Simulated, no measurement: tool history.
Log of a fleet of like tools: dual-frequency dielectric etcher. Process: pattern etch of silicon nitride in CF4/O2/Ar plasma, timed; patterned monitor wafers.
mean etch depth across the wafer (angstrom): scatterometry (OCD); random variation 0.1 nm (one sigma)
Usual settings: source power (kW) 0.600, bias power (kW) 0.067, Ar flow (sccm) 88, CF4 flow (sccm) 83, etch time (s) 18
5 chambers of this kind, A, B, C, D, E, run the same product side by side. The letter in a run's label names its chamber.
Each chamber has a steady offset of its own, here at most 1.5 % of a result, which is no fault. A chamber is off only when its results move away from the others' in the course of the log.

| run | day | source power (kW) | bias power (kW) | Ar flow (sccm) | CF4 flow (sccm) | etch time (s) | read-back reference wafer on the same gauge, depth_nm | mean etch depth across the wafer (angstrom) |
|---|---|---|---|---|---|---|---|---|
| 1A | 0.212 | 0.600 | 0.067 | 88 | 83 | 18 | 44.410 | 441.95 |
| 2D | 0.425 | 0.600 | 0.067 | 88 | 83 | 18 | 44.382 | 446.35 |
| 3B | 0.842 | 0.600 | 0.067 | 88 | 83 | 18 | 44.428 | 451.97 |
| 4E | 1.208 | 0.600 | 0.067 | 88 | 83 | 18 | 44.403 | 442.48 |
| 5C | 1.446 | 0.600 | 0.067 | 88 | 83 | 18 | 44.377 | 446.54 |
| 6E | 1.896 | 0.600 | 0.067 | 88 | 83 | 18 | 44.402 | 441.65 |
| 7D | 2.258 | 0.600 | 0.067 | 88 | 83 | 16 | 44.396 | 397.86 |
| 8A | 2.525 | 0.600 | 0.067 | 88 | 83 | 16 | 44.421 | 391.52 |
| 9B | 2.821 | 0.600 | 0.067 | 88 | 83 | 16 | 44.403 | 402.20 |
| 10C | 3.071 | 0.600 | 0.067 | 88 | 83 | 16 | 44.406 | 396.44 |
| 11D | 3.288 | 0.600 | 0.067 | 88 | 83 | 16 | 44.366 | 397.51 |
| 12E | 3.725 | 0.550 | 0.067 | 88 | 63 | 18 | 44.380 | 397.80 |
| 13C | 4.046 | 0.550 | 0.067 | 88 | 63 | 18 | 44.412 | 400.75 |
| 14A | 4.283 | 0.550 | 0.067 | 88 | 63 | 18 | 44.418 | 398.86 |
| 15B | 4.550 | 0.550 | 0.067 | 88 | 63 | 18 | 44.392 | 405.78 |
| 16B | 4.933 | 0.550 | 0.067 | 88 | 63 | 18 | 44.401 | 406.15 |
| 17D | 5.400 | 0.600 | 0.082 | 88 | 97 | 18 | 44.402 | 490.82 |
| 18E | 5.858 | 0.600 | 0.082 | 88 | 97 | 18 | 44.401 | 486.61 |
| 19C | 6.079 | 0.600 | 0.082 | 88 | 97 | 18 | 44.378 | 493.02 |
|  | 6.362 | chamber B: wet clean of the chamber |
| 20A | 6.433 | 0.600 | 0.082 | 88 | 97 | 18 | 44.407 | 485.69 |
| 21B | 6.779 | 0.600 | 0.082 | 88 | 97 | 18 | 44.420 | 498.76 |
| 22E | 7.075 | 0.600 | 0.067 | 88 | 83 | 18 | 44.413 | 442.15 |
| 23C | 7.429 | 0.600 | 0.067 | 88 | 83 | 18 | 44.411 | 445.61 |
| 24D | 7.783 | 0.600 | 0.067 | 88 | 83 | 18 | 44.396 | 445.01 |
| 25A | 8.250 | 0.600 | 0.067 | 88 | 83 | 18 | 44.367 | 443.02 |
| 26E | 8.496 | 0.600 | 0.067 | 88 | 83 | 18 | 44.411 | 442.78 |
| 27A | 8.733 | 0.600 | 0.067 | 88 | 83 | 18 | 44.397 | 442.94 |
| 28D | 9.054 | 0.600 | 0.067 | 88 | 83 | 18 | 44.381 | 447.59 |
| 29C | 9.375 | 0.600 | 0.067 | 88 | 83 | 18 | 44.391 | 441.28 |
|  | 9.542 | chamber C: CF4 flow controller replaced |
| 30B | 9.762 | 0.690 | 0.067 | 88 | 92 | 18 | 44.411 | 512.28 |
| 31B | 10.088 | 0.690 | 0.067 | 88 | 92 | 18 | 44.393 | 513.04 |
| 32D | 10.433 | 0.690 | 0.067 | 88 | 92 | 18 | 44.401 | 510.08 |
| 33C | 10.867 | 0.690 | 0.067 | 88 | 92 | 18 | 44.409 | 502.90 |
| 34A | 11.117 | 0.690 | 0.067 | 88 | 92 | 18 | 44.390 | 503.71 |
|  | 11.479 | chamber E: wet clean of the chamber |
| 35E | 11.500 | 0.600 | 0.067 | 88 | 83 | 18 | 44.396 | 441.94 |
| 36A | 11.962 | 0.600 | 0.067 | 88 | 83 | 18 | 44.421 | 442.67 |
| 37C | 12.196 | 0.600 | 0.067 | 88 | 83 | 18 | 44.396 | 439.74 |
| 38B | 12.517 | 0.600 | 0.067 | 88 | 83 | 18 | 44.406 | 451.20 |
| 39E | 12.896 | 0.600 | 0.067 | 88 | 83 | 18 | 44.406 | 442.17 |
| 40D | 13.288 | 0.600 | 0.067 | 88 | 83 | 18 | 44.389 | 447.51 |
| 41E | 13.588 | 0.600 | 0.067 | 88 | 83 | 18 | 44.400 | 442.47 |
| 42C | 14.054 | 0.600 | 0.067 | 88 | 83 | 18 | 44.390 | 435.93 |
| 43A | 14.483 | 0.600 | 0.067 | 88 | 83 | 18 | 44.399 | 444.05 |

Is one chamber off against the others, does the gauge drift, or is nothing wrong? If a chamber is off, say which, and what the likeliest cause is.

Chamber C drifts away from the others.
Cause: etch rate under this chamber's usual, % = 2.63.
The log may not tell that from: source power that arrives under what is set, %.

Here are 4 candidates for chamber C's next run, each the usual settings with a change, their results left as question marks. Which one brings its results back in line with what the others give on the usual settings?
In line means no further than this from the other chambers' mean on the usual settings: mean etch depth across the wafer (angstrom) 3.70
| 44C-1 | 14.829 | 0.600 | 0.067 | 88 | 83 | 18.5 |  | ? |
| 44C-2 | 14.829 | 0.600 | 0.063 | 88 | 83 | 18.0 |  | ? |
| 44C-3 | 14.829 | 0.600 | 0.067 | 88 | 76 | 18.0 |  | ? |
| 44C-4 | 14.829 | 0.600 | 0.069 | 88 | 83 | 18.0 |  | ? |

The other chambers' mean on the usual settings: mean etch depth across the wafer (angstrom) 445.69
| run | mean etch depth across the wafer (angstrom) |
|---|---|
| 44C-1 | 446.85 |
| 44C-2 | 424.35 |
| 44C-3 | 430.36 |
| 44C-4 | 439.88 |
44C-1 brings the chamber back in line.
